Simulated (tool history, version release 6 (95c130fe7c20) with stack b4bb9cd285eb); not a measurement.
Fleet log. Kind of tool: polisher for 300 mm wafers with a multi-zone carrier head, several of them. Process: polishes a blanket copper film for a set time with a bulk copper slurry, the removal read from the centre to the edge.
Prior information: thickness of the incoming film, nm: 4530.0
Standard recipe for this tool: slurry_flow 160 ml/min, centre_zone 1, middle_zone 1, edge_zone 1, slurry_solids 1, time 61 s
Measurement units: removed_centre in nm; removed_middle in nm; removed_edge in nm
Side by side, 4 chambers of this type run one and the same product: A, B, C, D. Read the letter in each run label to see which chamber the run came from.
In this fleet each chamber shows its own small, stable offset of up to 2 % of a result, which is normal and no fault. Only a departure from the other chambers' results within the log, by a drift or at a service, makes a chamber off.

{"run": "1C", "day": 0.296, "slurry_flow": 160, "centre_zone": 1, "middle_zone": 1, "edge_zone": 1, "slurry_solids": 1, "time": 61, "removed_centre": 678.04, "removed_middle": 679.8, "removed_edge": 674.51}
{"day": 0.4, "done": "chamber C: centre zone pressure recalibrated"}
{"run": "2D", "day": 0.6, "slurry_flow": 160, "centre_zone": 1, "middle_zone": 1, "edge_zone": 1, "slurry_solids": 1, "time": 61, "removed_centre": 692.25, "removed_middle": 691.95, "removed_edge": 662.34}
{"day": 1.017, "done": "chamber C: worn pad replaced by a new one"}
{"day": 1.042, "done": "chamber A: worn pad replaced by a new one"}
{"day": 1.075, "done": "chamber D: worn pad replaced by a new one"}
{"run": "3B", "day": 1.121, "slurry_flow": 160, "centre_zone": 1, "middle_zone": 1, "edge_zone": 1, "slurry_solids": 1, "time": 61, "removed_centre": 694.07, "removed_middle": 665.02, "removed_edge": 686.65}
{"day": 1.171, "done": "chamber B: edge zone pressure recalibrated"}
{"run": "4A", "day": 1.575, "slurry_flow": 160, "centre_zone": 1, "middle_zone": 1, "edge_zone": 1, "slurry_solids": 1, "time": 61, "removed_centre": 670.34, "removed_middle": 673.97, "removed_edge": 682.3}
{"run": "5C", "day": 2.1, "slurry_flow": 160, "centre_zone": 1, "middle_zone": 1, "edge_zone": 1, "slurry_solids": 1, "time": 61, "removed_centre": 669.42, "removed_middle": 679.71, "removed_edge": 677.76}
{"run": "6A", "day": 2.521, "slurry_flow": 160, "centre_zone": 1, "middle_zone": 1, "edge_zone": 1, "slurry_solids": 1, "time": 46, "removed_centre": 492.13, "removed_middle": 499.36, "removed_edge": 498.41}
{"run": "7D", "day": 2.958, "slurry_flow": 160, "centre_zone": 1, "middle_zone": 1, "edge_zone": 1, "slurry_solids": 1, "time": 46, "removed_centre": 504.01, "removed_middle": 500.51, "removed_edge": 513.38}
{"day": 3.279, "done": "chamber C: worn pad replaced by a new one"}
{"day": 3.4, "done": "chamber D: centre zone pressure recalibrated"}
{"run": "8B", "day": 3.446, "slurry_flow": 160, "centre_zone": 1, "middle_zone": 1, "edge_zone": 1, "slurry_solids": 1, "time": 46, "removed_centre": 515.62, "removed_middle": 511.99, "removed_edge": 523.61}
{"run": "9A", "day": 3.758, "slurry_flow": 160, "centre_zone": 1, "middle_zone": 1, "edge_zone": 1, "slurry_solids": 1, "time": 46, "removed_centre": 493.52, "removed_middle": 500.97, "removed_edge": 489.13}
{"run": "10C", "day": 4.292, "slurry_flow": 160, "centre_zone": 1, "middle_zone": 1, "edge_zone": 1, "slurry_solids": 1, "time": 61, "removed_centre": 670.37, "removed_middle": 667.41, "removed_edge": 686.42}
{"day": 4.333, "done": "chamber B: slurry nozzle cleaned"}
{"run": "11B", "day": 4.688, "slurry_flow": 160, "centre_zone": 1, "middle_zone": 1, "edge_zone": 1, "slurry_solids": 1, "time": 61, "removed_centre": 697.64, "removed_middle": 680.54, "removed_edge": 679}
{"day": 5.004, "done": "chamber A: worn pad replaced by a new one"}
{"run": "12D", "day": 5.088, "slurry_flow": 160, "centre_zone": 1, "middle_zone": 1, "edge_zone": 1, "slurry_solids": 1, "time": 61, "removed_centre": 673.04, "removed_middle": 673.32, "removed_edge": 667.71}
{"day": 5.142, "done": "chamber B: worn pad replaced by a new one"}
{"day": 5.267, "done": "chamber D: worn pad replaced by a new one"}
{"day": 5.35, "done": "chamber C: worn pad replaced by a new one"}
{"run": "13C", "day": 5.567, "slurry_flow": 160, "centre_zone": 1, "middle_zone": 1, "edge_zone": 1, "slurry_solids": 1, "time": 61, "removed_centre": 663.39, "removed_middle": 681.67, "removed_edge": 683.2}
{"run": "14D", "day": 5.871, "slurry_flow": 160, "centre_zone": 1, "middle_zone": 1, "edge_zone": 1, "slurry_solids": 1, "time": 61, "removed_centre": 673.2, "removed_middle": 687.49, "removed_edge": 690.11}
{"run": "15A", "day": 6.371, "slurry_flow": 160, "centre_zone": 1, "middle_zone": 1, "edge_zone": 1, "slurry_solids": 1, "time": 61, "removed_centre": 645.35, "removed_middle": 625.75, "removed_edge": 659.58}
{"run": "16B", "day": 6.775, "slurry_flow": 160, "centre_zone": 1, "middle_zone": 1.1, "edge_zone": 1, "slurry_solids": 1.15, "time": 61, "removed_centre": 698.69, "removed_middle": 754.32, "removed_edge": 698.24}
{"run": "17A", "day": 7.204, "slurry_flow": 160, "centre_zone": 1, "middle_zone": 1.1, "edge_zone": 1, "slurry_solids": 1.15, "time": 61, "removed_centre": 659.91, "removed_middle": 711.21, "removed_edge": 643.8}
{"run": "18B", "day": 7.638, "slurry_flow": 160, "centre_zone": 1, "middle_zone": 1.1, "edge_zone": 1, "slurry_solids": 1.15, "time": 61, "removed_centre": 700.37, "removed_middle": 754.61, "removed_edge": 699.9}
{"day": 7.742, "done": "chamber C: worn pad replaced by a new one"}
{"run": "19D", "day": 7.925, "slurry_flow": 160, "centre_zone": 1, "middle_zone": 1.1, "edge_zone": 1, "slurry_solids": 1.15, "time": 61, "removed_centre": 684.92, "removed_middle": 759.52, "removed_edge": 714.29}
{"run": "20C", "day": 8.225, "slurry_flow": 160, "centre_zone": 1, "middle_zone": 1, "edge_zone": 1, "slurry_solids": 1, "time": 61, "removed_centre": 656.66, "removed_middle": 660.08, "removed_edge": 658.16}
{"run": "21D", "day": 8.679, "slurry_flow": 160, "centre_zone": 1, "middle_zone": 1, "edge_zone": 1, "slurry_solids": 1, "time": 61, "removed_centre": 683.81, "removed_middle": 679.44, "removed_edge": 671.94}
{"run": "22B", "day": 9.0, "slurry_flow": 160, "centre_zone": 1, "middle_zone": 1, "edge_zone": 1, "slurry_solids": 1, "time": 61, "removed_centre": 678.43, "removed_middle": 671.23, "removed_edge": 668.19}
{"day": 9.029, "done": "chamber A: worn pad replaced by a new one"}
{"run": "23A", "day": 9.392, "slurry_flow": 160, "centre_zone": 1, "middle_zone": 1, "edge_zone": 1, "slurry_solids": 1, "time": 61, "removed_centre": 624.62, "removed_middle": 607.04, "removed_edge": 625.85}
{"day": 9.621, "done": "chamber C: worn pad replaced by a new one"}
{"run": "24C", "day": 9.875, "slurry_flow": 160, "centre_zone": 1, "middle_zone": 1, "edge_zone": 1, "slurry_solids": 1, "time": 61, "removed_centre": 648.99, "removed_middle": 667.28, "removed_edge": 679.22}
{"day": 9.983, "done": "chamber D: worn pad replaced by a new one"}
{"run": "25D", "day": 10.142, "slurry_flow": 160, "centre_zone": 1, "middle_zone": 1, "edge_zone": 1, "slurry_solids": 1, "time": 61, "removed_centre": 693.06, "removed_middle": 671.33, "removed_edge": 676.31}
{"run": "26C", "day": 10.558, "slurry_flow": 160, "centre_zone": 1, "middle_zone": 1, "edge_zone": 1, "slurry_solids": 1, "time": 61, "removed_centre": 660.37, "removed_middle": 656.98, "removed_edge": 670.46}

All 4 chambers run these settings next. Forecast each chamber's results:
{"run": "27A", "day": 10.975, "slurry_flow": 160, "centre_zone": 1, "middle_zone": 1, "edge_zone": 1, "slurry_solids": 1, "time": 61, "removed_centre": "?", "removed_middle": "?", "removed_edge": "?"}
{"run": "27B", "day": 10.975, "slurry_flow": 160, "centre_zone": 1, "middle_zone": 1, "edge_zone": 1, "slurry_solids": 1, "time": 61, "removed_centre": "?", "removed_middle": "?", "removed_edge": "?"}
{"run": "27C", "day": 10.975, "slurry_flow": 160, "centre_zone": 1, "middle_zone": 1, "edge_zone": 1, "slurry_solids": 1, "time": 61, "removed_centre": "?", "removed_middle": "?", "removed_edge": "?"}
{"run": "27D", "day": 10.975, "slurry_flow": 160, "centre_zone": 1, "middle_zone": 1, "edge_zone": 1, "slurry_solids": 1, "time": 61, "removed_centre": "?", "removed_middle": "?", "removed_edge": "?"}

run=27A removed_centre=594.29 removed_middle=598.27 removed_edge=625.49
run=27B removed_centre=688.45 removed_middle=675.94 removed_edge=669.05
run=27C removed_centre=668.71 removed_middle=675.16 removed_edge=683.26
run=27D removed_centre=687.48 removed_middle=672.81 removed_edge=674.65
